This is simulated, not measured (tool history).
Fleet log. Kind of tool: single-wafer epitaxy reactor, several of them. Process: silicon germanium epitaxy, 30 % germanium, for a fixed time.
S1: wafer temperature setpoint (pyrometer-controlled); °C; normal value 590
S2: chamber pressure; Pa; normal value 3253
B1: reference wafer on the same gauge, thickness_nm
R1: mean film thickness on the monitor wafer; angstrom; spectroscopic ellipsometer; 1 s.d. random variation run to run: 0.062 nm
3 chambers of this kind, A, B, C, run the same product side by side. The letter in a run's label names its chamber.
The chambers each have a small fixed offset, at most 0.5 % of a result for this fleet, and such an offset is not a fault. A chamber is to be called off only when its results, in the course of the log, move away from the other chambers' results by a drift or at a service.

{"run": "1A", "hour": 7.4, "S1": 590, "S2": 3253, "B1": 50.185, "R1": 529.95}
{"run": "2C", "hour": 12.5, "S1": 590, "S2": 3253, "B1": 50.179, "R1": 533.48}
{"run": "3B", "hour": 17.3, "S1": 590, "S2": 3253, "B1": 50.167, "R1": 529.31}
{"run": "4C", "hour": 23.0, "S1": 590, "S2": 3253, "B1": 50.171, "R1": 531.98}
{"hour": 23.5, "done": "chamber C: capacitance manometer re-zeroed and calibrated"}
{"run": "5A", "hour": 31.3, "S1": 596, "S2": 3946, "B1": 50.149, "R1": 640.84}
{"run": "6B", "hour": 40.3, "S1": 596, "S2": 3946, "B1": 50.135, "R1": 638.13}
{"run": "7B", "hour": 44.9, "S1": 596, "S2": 3946, "B1": 50.126, "R1": 637.91}
{"run": "8C", "hour": 51.6, "S1": 590, "S2": 3253, "B1": 50.121, "R1": 532.01}
{"run": "9A", "hour": 59.3, "S1": 590, "S2": 3253, "B1": 50.109, "R1": 529.32}
{"run": "10C", "hour": 65.7, "S1": 590, "S2": 3253, "B1": 50.103, "R1": 532.09}
{"run": "11B", "hour": 74.8, "S1": 590, "S2": 3253, "B1": 50.086, "R1": 527.6}
{"run": "12A", "hour": 79.3, "S1": 590, "S2": 3253, "B1": 50.081, "R1": 528.58}
{"run": "13B", "hour": 88.1, "S1": 590, "S2": 3253, "B1": 50.058, "R1": 528.0}
{"run": "14C", "hour": 92.3, "S1": 590, "S2": 3253, "B1": 50.05, "R1": 531.44}
{"run": "15A", "hour": 98.7, "S1": 590, "S2": 3253, "B1": 50.053, "R1": 527.85}
{"run": "16B", "hour": 105.7, "S1": 590, "S2": 3253, "B1": 50.035, "R1": 526.59}
{"run": "17C", "hour": 114.1, "S1": 590, "S2": 3253, "B1": 50.023, "R1": 531.94}
{"run": "18A", "hour": 119.1, "S1": 590, "S2": 3253, "B1": 50.006, "R1": 528.77}
{"run": "19A", "hour": 124.4, "S1": 590, "S2": 3253, "B1": 50.012, "R1": 528.39}
{"run": "20C", "hour": 129.7, "S1": 590, "S2": 3253, "B1": 49.997, "R1": 530.93}
{"run": "21B", "hour": 137.2, "S1": 590, "S2": 3253, "B1": 49.987, "R1": 526.27}
{"run": "22B", "hour": 142.0, "S1": 590, "S2": 3253, "B1": 49.967, "R1": 526.18}
{"run": "23A", "hour": 149.8, "S1": 602, "S2": 3800, "B1": 49.973, "R1": 701.57}

All chambers now run identical settings, listed one chamber a line with results as question marks. What results will each chamber show?
{"run": "24A", "hour": 156.4, "S1": 590, "S2": 2973, "R1": "?"}
{"run": "24B", "hour": 156.4, "S1": 590, "S2": 2973, "R1": "?"}
{"run": "24C", "hour": 156.4, "S1": 590, "S2": 2973, "R1": "?"}

run=24A R1=508.59
run=24B R1=508.18
run=24C R1=512.86
